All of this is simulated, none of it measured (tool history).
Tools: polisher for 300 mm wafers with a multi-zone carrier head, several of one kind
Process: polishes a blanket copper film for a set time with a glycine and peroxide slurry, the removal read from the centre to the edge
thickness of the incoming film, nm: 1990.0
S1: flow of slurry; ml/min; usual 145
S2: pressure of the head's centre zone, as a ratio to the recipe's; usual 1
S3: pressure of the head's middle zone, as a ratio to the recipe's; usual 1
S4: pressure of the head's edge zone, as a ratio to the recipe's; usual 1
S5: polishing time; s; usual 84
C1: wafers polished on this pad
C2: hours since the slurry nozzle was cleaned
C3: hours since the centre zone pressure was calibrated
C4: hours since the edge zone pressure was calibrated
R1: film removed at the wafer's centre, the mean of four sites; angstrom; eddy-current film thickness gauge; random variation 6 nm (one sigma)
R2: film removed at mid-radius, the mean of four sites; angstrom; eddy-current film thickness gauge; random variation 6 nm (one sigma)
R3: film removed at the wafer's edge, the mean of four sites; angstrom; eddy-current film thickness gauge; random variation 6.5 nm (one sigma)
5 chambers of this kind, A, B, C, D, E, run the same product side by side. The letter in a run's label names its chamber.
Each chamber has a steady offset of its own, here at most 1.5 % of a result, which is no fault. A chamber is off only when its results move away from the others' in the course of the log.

Run 1C, hour 3.3: usual settings; C1 266; C2 620.5; C3 404.6; C4 833.8. Result: R1 4865.6 angstrom, R2 4926.6 angstrom, R3 4772.8 angstrom.
Run 2B, hour 8.9: usual settings; C1 252; C2 264.3; C3 166.5; C4 507.6. Result: R1 4887.2 angstrom, R2 4704.6 angstrom, R3 4776 angstrom.
Run 3A, hour 13.5: usual settings; C1 997; C2 242.7; C3 335.6; C4 136.3. Result: R1 4756.7 angstrom, R2 4882 angstrom, R3 4902 angstrom.
Run 4E, hour 16.5: usual settings; C1 530; C2 21.1; C3 694.5; C4 356.2. Result: R1 4774.5 angstrom, R2 4704.1 angstrom, R3 4777 angstrom.
Run 5D, hour 22.1: usual settings; C1 630; C2 54; C3 678.6; C4 1227.6. Result: R1 4904.4 angstrom, R2 4776.6 angstrom, R3 4842.9 angstrom.
Run 6C, hour 25.4: usual settings; C1 433; C2 642.6; C3 426.7; C4 855.9. Result: R1 4818.1 angstrom, R2 4827.6 angstrom, R3 4852.9 angstrom.
Run 7D, hour 29.8: usual settings but S4 1.07, S5 65 s; C1 688; C2 61.7; C3 686.3; C4 1235.3. Result: R1 3794.6 angstrom, R2 3762.8 angstrom, R3 3807.2 angstrom.
At hour 30.9: chamber E: worn pad replaced by a new one.
Run 8B, hour 33.2: usual settings but S4 1.07, S5 65 s; C1 435; C2 288.6; C3 190.8; C4 531.9. Result: R1 3694 angstrom, R2 3740.6 angstrom, R3 3949.5 angstrom.
Run 9E, hour 39.3: usual settings but S4 1.07, S5 65 s; C1 63; C2 43.9; C3 717.3; C4 379. Result: R1 3742.3 angstrom, R2 3738.7 angstrom, R3 3747 angstrom.
Run 10A, hour 44.5: usual settings but S4 1.07, S5 65 s; C1 1231; C2 273.7; C3 366.6; C4 167.3. Result: R1 3736.1 angstrom, R2 3690.3 angstrom, R3 3850.1 angstrom.
Run 11E, hour 48.9: usual settings but S4 1.07, S5 65 s; C1 136; C2 53.5; C3 726.9; C4 388.6. Result: R1 3795.1 angstrom, R2 3762.9 angstrom, R3 3954.3 angstrom.
Run 12D, hour 52.7: usual settings; C1 860; C2 84.6; C3 709.2; C4 1258.2. Result: R1 4741.3 angstrom, R2 4987.3 angstrom, R3 4790.1 angstrom.
Run 13C, hour 55.7: usual settings but S1 110 ml/min; C1 661; C2 672.9; C3 457; C4 886.2. Result: R1 4625.2 angstrom, R2 4501.1 angstrom, R3 4621.1 angstrom.
At hour 59.1: chamber A: worn pad replaced by a new one.
Run 14A, hour 61.1: usual settings but S1 110 ml/min; C1 15; C2 290.3; C3 383.2; C4 183.9. Result: R1 4514 angstrom, R2 4534.4 angstrom, R3 4539.2 angstrom.
Run 15B, hour 67.1: usual settings but S1 110 ml/min; C1 691; C2 322.5; C3 224.7; C4 565.8. Result: R1 4411.9 angstrom, R2 4416.2 angstrom, R3 4527.7 angstrom.
Run 16A, hour 72.5: usual settings but S1 110 ml/min; C1 101; C2 301.7; C3 394.6; C4 195.3. Result: R1 4503.6 angstrom, R2 4509.4 angstrom, R3 4659.6 angstrom.
Run 17B, hour 78: usual settings but S1 110 ml/min; C1 773; C2 333.4; C3 235.6; C4 576.7. Result: R1 4392.1 angstrom, R2 4318 angstrom, R3 4394.7 angstrom.
Run 18C, hour 81.5: usual settings; C1 855; C2 698.7; C3 482.8; C4 912. Result: R1 4891.9 angstrom, R2 4643.9 angstrom, R3 4823.8 angstrom.
Run 19D, hour 84.7: usual settings; C1 1102; C2 116.6; C3 741.2; C4 1290.2. Result: R1 4818.8 angstrom, R2 4839.6 angstrom, R3 4835.2 angstrom.
Run 20E, hour 87.8: usual settings but S3 0.92, S5 112 s; C1 429; C2 92.4; C3 765.8; C4 427.5. Result: R1 6505.2 angstrom, R2 6018.2 angstrom, R3 6470.4 angstrom.
Run 21B, hour 91.8: usual settings but S3 0.92, S5 112 s; C1 877; C2 347.2; C3 249.4; C4 590.5. Result: R1 6123.5 angstrom, R2 5607.5 angstrom, R3 5992.9 angstrom.
At hour 93.8: chamber C: edge zone pressure recalibrated.
Run 22E, hour 97.1: usual settings but S3 0.92, S5 112 s; C1 499; C2 101.7; C3 775.1; C4 436.8. Result: R1 6434.7 angstrom, R2 5973.5 angstrom, R3 6579.5 angstrom.
Run 23D, hour 100.1: usual settings but S3 0.92, S5 112 s; C1 1218; C2 132; C3 756.6; C4 1305.6. Result: R1 6438.6 angstrom, R2 6007.6 angstrom, R3 6375.3 angstrom.
Run 24A, hour 104.1: usual settings but S3 0.92, S5 112 s; C1 339; C2 333.3; C3 426.2; C4 226.9. Result: R1 6401.1 angstrom, R2 5833 angstrom, R3 6587.9 angstrom.
Run 25C, hour 107.2: usual settings but S3 0.89, S5 99 s; C1 1049; C2 724.4; C3 508.5; C4 13.5. Result: R1 5673.4 angstrom, R2 5025.2 angstrom, R3 5710.5 angstrom.
At hour 109.9: chamber E: worn pad replaced by a new one.
Run 26D, hour 110.6: usual settings but S3 0.89, S5 99 s; C1 1297; C2 142.5; C3 767.1; C4 1316.1. Result: R1 5758.3 angstrom, R2 4984.7 angstrom, R3 5597 angstrom.
Run 27A, hour 116.3: usual settings but S3 0.89, S5 99 s; C1 431; C2 345.5; C3 438.4; C4 239.1. Result: R1 5552.6 angstrom, R2 5172.9 angstrom, R3 5737.5 angstrom.
At hour 116.8: chamber C: worn pad replaced by a new one.
At hour 117.9: chamber D: worn pad replaced by a new one.
Run 28B, hour 119.2: usual settings but S3 0.89, S5 99 s; C1 1083; C2 374.6; C3 276.8; C4 617.9. Result: R1 5221.3 angstrom, R2 4645.9 angstrom, R3 5242.7 angstrom.
Run 29C, hour 122.4: usual settings but S3 0.89, S5 99 s; C1 42; C2 739.6; C3 523.7; C4 28.7. Result: R1 5865.9 angstrom, R2 4998.1 angstrom, R3 5771.2 angstrom.
Run 30E, hour 127: usual settings but S2 1.06; C1 128; C2 131.6; C3 805; C4 466.7. Result: R1 5204.7 angstrom, R2 4774.2 angstrom, R3 4855.9 angstrom.
Run 31A, hour 131.9: usual settings but S2 1.06; C1 548; C2 361.1; C3 454; C4 254.7. Result: R1 4979.5 angstrom, R2 4787 angstrom, R3 4961.7 angstrom.
Run 32D, hour 135.9: usual settings but S2 1.06; C1 136; C2 167.8; C3 792.4; C4 1341.4. Result: R1 5293.1 angstrom, R2 4779.4 angstrom, R3 4874.1 angstrom.
Run 33B, hour 140.1: usual settings but S2 1.06; C1 1241; C2 395.5; C3 297.7; C4 638.8. Result: R1 4490.4 angstrom, R2 4321.9 angstrom, R3 4349.3 angstrom.

All 5 chambers run these settings next. Forecast each chamber's results:
Run 34A, hour 144.9: usual settings. Result: R1 ?, R2 ?, R3 ?.
Run 34B, hour 144.9: usual settings. Result: R1 ?, R2 ?, R3 ?.
Run 34C, hour 144.9: usual settings. Result: R1 ?, R2 ?, R3 ?.
Run 34D, hour 144.9: usual settings. Result: R1 ?, R2 ?, R3 ?.
Run 34E, hour 144.9: usual settings. Result: R1 ?, R2 ?, R3 ?.

run      R1      R2      R3
34A  4806.4  4672.2  4896.2
34B  4285.2  4182.2  4276.9
34C  4843.9  4798.1  4857.6
34D  4777.1  4956.1  4810.5
34E  4685.6    4806  4841.7
